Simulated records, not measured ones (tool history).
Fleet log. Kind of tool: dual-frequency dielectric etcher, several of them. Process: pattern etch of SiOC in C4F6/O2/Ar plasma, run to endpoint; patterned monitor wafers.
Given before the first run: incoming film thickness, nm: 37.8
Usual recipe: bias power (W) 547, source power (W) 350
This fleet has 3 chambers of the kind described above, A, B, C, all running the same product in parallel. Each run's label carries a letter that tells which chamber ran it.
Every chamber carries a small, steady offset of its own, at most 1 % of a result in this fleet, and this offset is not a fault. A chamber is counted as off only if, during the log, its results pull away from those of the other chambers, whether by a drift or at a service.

run 1C hour=5.8 | bias_power_(W)=547 source_power_(W)=350 | endpoint_time_(s)=13.063
run 2A hour=18.2 | bias_power_(W)=547 source_power_(W)=350 | endpoint_time_(s)=12.948
run 3B hour=25.8 | bias_power_(W)=547 source_power_(W)=350 | endpoint_time_(s)=12.947
-- hour=35 chamber A: bias power generator calibrated
run 4A hour=37.5 | bias_power_(W)=547 source_power_(W)=350 | endpoint_time_(s)=12.865
run 5B hour=50 | bias_power_(W)=547 source_power_(W)=290 | endpoint_time_(s)=13.878
run 6C hour=55.7 | bias_power_(W)=547 source_power_(W)=290 | endpoint_time_(s)=13.742
run 7A hour=67.6 | bias_power_(W)=547 source_power_(W)=290 | endpoint_time_(s)=13.89
run 8C hour=78.1 | bias_power_(W)=547 source_power_(W)=350 | endpoint_time_(s)=13.059
run 9B hour=88 | bias_power_(W)=547 source_power_(W)=350 | endpoint_time_(s)=13.079
run 10A hour=100.4 | bias_power_(W)=547 source_power_(W)=350 | endpoint_time_(s)=12.959
run 11C hour=110.5 | bias_power_(W)=547 source_power_(W)=350 | endpoint_time_(s)=12.994
run 12B hour=118.4 | bias_power_(W)=547 source_power_(W)=350 | endpoint_time_(s)=12.972
run 13A hour=125.1 | bias_power_(W)=439 source_power_(W)=290 | endpoint_time_(s)=15.072
run 14C hour=133.3 | bias_power_(W)=439 source_power_(W)=290 | endpoint_time_(s)=15.051
-- hour=142.2 chamber B: wet clean of the chamber
run 15B hour=144.2 | bias_power_(W)=439 source_power_(W)=290 | endpoint_time_(s)=15.105
run 16B hour=154.6 | bias_power_(W)=547 source_power_(W)=350 | endpoint_time_(s)=12.973
run 17A hour=166.9 | bias_power_(W)=547 source_power_(W)=350 | endpoint_time_(s)=13.052
run 18C hour=175.9 | bias_power_(W)=547 source_power_(W)=350 | endpoint_time_(s)=12.916
run 19B hour=185.9 | bias_power_(W)=547 source_power_(W)=350 | endpoint_time_(s)=12.985
run 20C hour=196.6 | bias_power_(W)=547 source_power_(W)=350 | endpoint_time_(s)=12.932
run 21A hour=208 | bias_power_(W)=547 source_power_(W)=350 | endpoint_time_(s)=13.12
run 22B hour=217.9 | bias_power_(W)=547 source_power_(W)=350 | endpoint_time_(s)=12.977
run 23A hour=223.7 | bias_power_(W)=420 source_power_(W)=350 | endpoint_time_(s)=14.435
run 24C hour=233.9 | bias_power_(W)=420 source_power_(W)=350 | endpoint_time_(s)=14.334
run 25A hour=244 | bias_power_(W)=420 source_power_(W)=350 | endpoint_time_(s)=14.53
run 26B hour=250.8 | bias_power_(W)=547 source_power_(W)=350 | endpoint_time_(s)=12.982
run 27C hour=261.5 | bias_power_(W)=547 source_power_(W)=350 | endpoint_time_(s)=12.997
run 28C hour=269.2 | bias_power_(W)=547 source_power_(W)=350 | endpoint_time_(s)=12.943
run 29A hour=279.3 | bias_power_(W)=547 source_power_(W)=350 | endpoint_time_(s)=13.186
run 30B hour=289.7 | bias_power_(W)=547 source_power_(W)=350 | endpoint_time_(s)=12.938
run 31A hour=299.7 | bias_power_(W)=547 source_power_(W)=350 | endpoint_time_(s)=13.49
run 32B hour=310.5 | bias_power_(W)=675 source_power_(W)=410 | endpoint_time_(s)=11.366
run 33C hour=317.4 | bias_power_(W)=675 source_power_(W)=410 | endpoint_time_(s)=11.269
run 34A hour=327 | bias_power_(W)=675 source_power_(W)=410 | endpoint_time_(s)=11.732
run 35B hour=334.3 | bias_power_(W)=547 source_power_(W)=350 | endpoint_time_(s)=12.935
run 36C hour=342.4 | bias_power_(W)=547 source_power_(W)=350 | endpoint_time_(s)=12.918
run 37B hour=352.6 | bias_power_(W)=547 source_power_(W)=350 | endpoint_time_(s)=12.99

All 3 chambers run these settings next. Forecast each chamber's results:
run 38A hour=361.6 | bias_power_(W)=625 source_power_(W)=350 | endpoint_time_(s)=?
run 38B hour=361.6 | bias_power_(W)=625 source_power_(W)=350 | endpoint_time_(s)=?
run 38C hour=361.6 | bias_power_(W)=625 source_power_(W)=350 | endpoint_time_(s)=?

run=38A endpoint_time_(s)=12.849
run=38B endpoint_time_(s)=12.413
run=38C endpoint_time_(s)=12.341

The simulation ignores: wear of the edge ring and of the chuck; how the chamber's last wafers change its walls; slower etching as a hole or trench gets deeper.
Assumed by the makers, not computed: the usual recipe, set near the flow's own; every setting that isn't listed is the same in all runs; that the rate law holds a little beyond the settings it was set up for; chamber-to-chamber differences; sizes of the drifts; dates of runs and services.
